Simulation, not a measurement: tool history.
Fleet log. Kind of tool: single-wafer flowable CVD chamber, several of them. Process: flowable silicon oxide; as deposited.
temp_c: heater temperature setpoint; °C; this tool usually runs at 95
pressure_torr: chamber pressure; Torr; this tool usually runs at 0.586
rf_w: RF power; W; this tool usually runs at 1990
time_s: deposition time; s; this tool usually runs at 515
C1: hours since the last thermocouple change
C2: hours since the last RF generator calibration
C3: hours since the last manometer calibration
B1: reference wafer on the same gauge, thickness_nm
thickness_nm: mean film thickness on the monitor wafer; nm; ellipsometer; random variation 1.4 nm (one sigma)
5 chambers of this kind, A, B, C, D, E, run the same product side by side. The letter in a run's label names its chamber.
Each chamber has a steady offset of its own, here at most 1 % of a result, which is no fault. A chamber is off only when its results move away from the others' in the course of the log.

Run 1C, hour 5: usual settings; C1 528.3; C2 1717.2; C3 454.5; B1 259.71. Result: thickness_nm 241.97 nm.
Run 2E, hour 9.6: usual settings; C1 48.3; C2 296.8; C3 871.4; B1 259.72. Result: thickness_nm 243.21 nm.
Run 3D, hour 16.3: usual settings; C1 1589; C2 1308; C3 1567.8; B1 259.43. Result: thickness_nm 244.22 nm.
Run 4A, hour 19.5: usual settings; C1 1049.6; C2 762.4; C3 1978.3; B1 260.03. Result: thickness_nm 242.14 nm.
Run 5B, hour 23: usual settings; C1 1372.8; C2 1052.2; C3 733.9; B1 260.06. Result: thickness_nm 239.53 nm.
Run 6B, hour 26.4: usual settings; C1 1376.2; C2 1055.6; C3 737.3; B1 260.14. Result: thickness_nm 238.34 nm.
Run 7C, hour 30.2: usual settings; C1 553.5; C2 1742.4; C3 479.7; B1 260.12. Result: thickness_nm 239.18 nm.
Run 8A, hour 36.8: usual settings; C1 1066.9; C2 779.7; C3 1995.6; B1 260.03. Result: thickness_nm 239.77 nm.
Run 9D, hour 41.8: usual settings; C1 1614.5; C2 1333.5; C3 1593.3; B1 259.99. Result: thickness_nm 240.21 nm.
Run 10E, hour 46.9: usual settings but temp_c 107 °C, pressure_torr 0.506 Torr; C1 85.6; C2 334.1; C3 908.7; B1 259.89. Result: thickness_nm 132.41 nm.
Run 11B, hour 50.6: usual settings but temp_c 107 °C, pressure_torr 0.506 Torr; C1 1400.4; C2 1079.8; C3 761.5; B1 259.8. Result: thickness_nm 128.79 nm.
Run 12D, hour 56.6: usual settings but temp_c 107 °C, pressure_torr 0.506 Torr; C1 1629.3; C2 1348.3; C3 1608.1; B1 260.17. Result: thickness_nm 130.21 nm.
At hour 60.5: chamber D: capacitance manometer re-zeroed and calibrated.
Run 13C, hour 62.2: usual settings but temp_c 107 °C, pressure_torr 0.506 Torr; C1 585.5; C2 1774.4; C3 511.7; B1 259.76. Result: thickness_nm 130.07 nm.
At hour 66.2: chamber C: RF generator calibrated.
Run 14E, hour 67.9: usual settings but temp_c 107 °C, pressure_torr 0.506 Torr; C1 106.6; C2 355.1; C3 929.7; B1 260.02. Result: thickness_nm 132.71 nm.
Run 15A, hour 73.8: usual settings; C1 1103.9; C2 816.7; C3 2032.6; B1 259.84. Result: thickness_nm 241.02 nm.
Run 16B, hour 79.3: usual settings; C1 1429.1; C2 1108.5; C3 790.2; B1 260.13. Result: thickness_nm 240.09 nm.
Run 17D, hour 82.4: usual settings; C1 1655.1; C2 1374.1; C3 21.9; B1 259.72. Result: thickness_nm 227.51 nm.
Run 18C, hour 88: usual settings; C1 611.3; C2 21.9; C3 537.5; B1 260.1. Result: thickness_nm 240.97 nm.
Run 19A, hour 92.3: usual settings; C1 1122.4; C2 835.2; C3 2051.1; B1 259.84. Result: thickness_nm 241.07 nm.
Run 20E, hour 96.1: usual settings; C1 134.8; C2 383.3; C3 957.9; B1 260.08. Result: thickness_nm 241.61 nm.
Run 21B, hour 100.3: usual settings; C1 1450.1; C2 1129.5; C3 811.2; B1 260.13. Result: thickness_nm 238.78 nm.
At hour 103.9: chamber A: thermocouple changed; heater temperature recalibrated.
Run 22D, hour 105.8: usual settings; C1 1678.5; C2 1397.5; C3 45.3; B1 259.99. Result: thickness_nm 226.26 nm.
Run 23C, hour 109.9: usual settings; C1 633.2; C2 43.8; C3 559.4; B1 259.69. Result: thickness_nm 238.02 nm.
Run 24A, hour 114.6: usual settings; C1 10.8; C2 857.5; C3 2073.4; B1 259.87. Result: thickness_nm 242.65 nm.
Run 25E, hour 118.5: usual settings but pressure_torr 0.483 Torr; C1 157.2; C2 405.7; C3 980.3; B1 259.91. Result: thickness_nm 182.65 nm.
Run 26B, hour 122.6: usual settings but pressure_torr 0.483 Torr; C1 1472.4; C2 1151.8; C3 833.5; B1 259.93. Result: thickness_nm 181.51 nm.
Run 27D, hour 125.6: usual settings but pressure_torr 0.483 Torr; C1 1698.3; C2 1417.3; C3 65.1; B1 259.72. Result: thickness_nm 169.75 nm.
Run 28E, hour 129.8: usual settings but pressure_torr 0.483 Torr; C1 168.5; C2 417; C3 991.6; B1 259.91. Result: thickness_nm 186.42 nm.
Run 29C, hour 134.7: usual settings but pressure_torr 0.483 Torr; C1 658; C2 68.6; C3 584.2; B1 260.07. Result: thickness_nm 182.32 nm.
Run 30A, hour 140.9: usual settings; C1 37.1; C2 883.8; C3 2099.7; B1 259.67. Result: thickness_nm 240.77 nm.
Run 31E, hour 147.2: usual settings; C1 185.9; C2 434.4; C3 1009; B1 260.11. Result: thickness_nm 245.2 nm.

Does one chamber stand apart from the rest, does the shared gauge drift, or is all well apart from small per-chamber offsets? Give the chamber and the most likely cause, where there is one.

Chamber D has stood off from the others ever since a service on it.
What lies behind it: true pressure below the setpoint (%) = 5.

Below are 4 candidate recipes for chamber D's next run, each the usual settings with a change, their results shown as question marks. Which of them brings D's results back in line with what the other chambers give on the usual settings?
Allowed miss from the other chambers' usual-settings mean, per result, to count as in line: thickness_nm 4.9 nm
Run 32D-1, hour 152: usual settings but rf_w 1980 W, time_s 501 s. Result: thickness_nm ?.
Run 32D-2, hour 152: usual settings but pressure_torr 0.595 Torr, rf_w 1995 W, time_s 519 s. Result: thickness_nm ?.
Run 32D-3, hour 152: usual settings but temp_c 96 °C, pressure_torr 0.576 Torr, rf_w 1985 W. Result: thickness_nm ?.
Run 32D-4, hour 152: usual settings but temp_c 94 °C, pressure_torr 0.594 Torr, rf_w 1995 W, time_s 518 s. Result: thickness_nm ?.

What the other chambers average on the usual settings: thickness_nm 241.27 nm
  run  thickness_nm
32D-1        219.37
32D-2        232.63
32D-3        212.92
32D-4        239.55
It is 32D-4 that realigns the chamber with its peers.

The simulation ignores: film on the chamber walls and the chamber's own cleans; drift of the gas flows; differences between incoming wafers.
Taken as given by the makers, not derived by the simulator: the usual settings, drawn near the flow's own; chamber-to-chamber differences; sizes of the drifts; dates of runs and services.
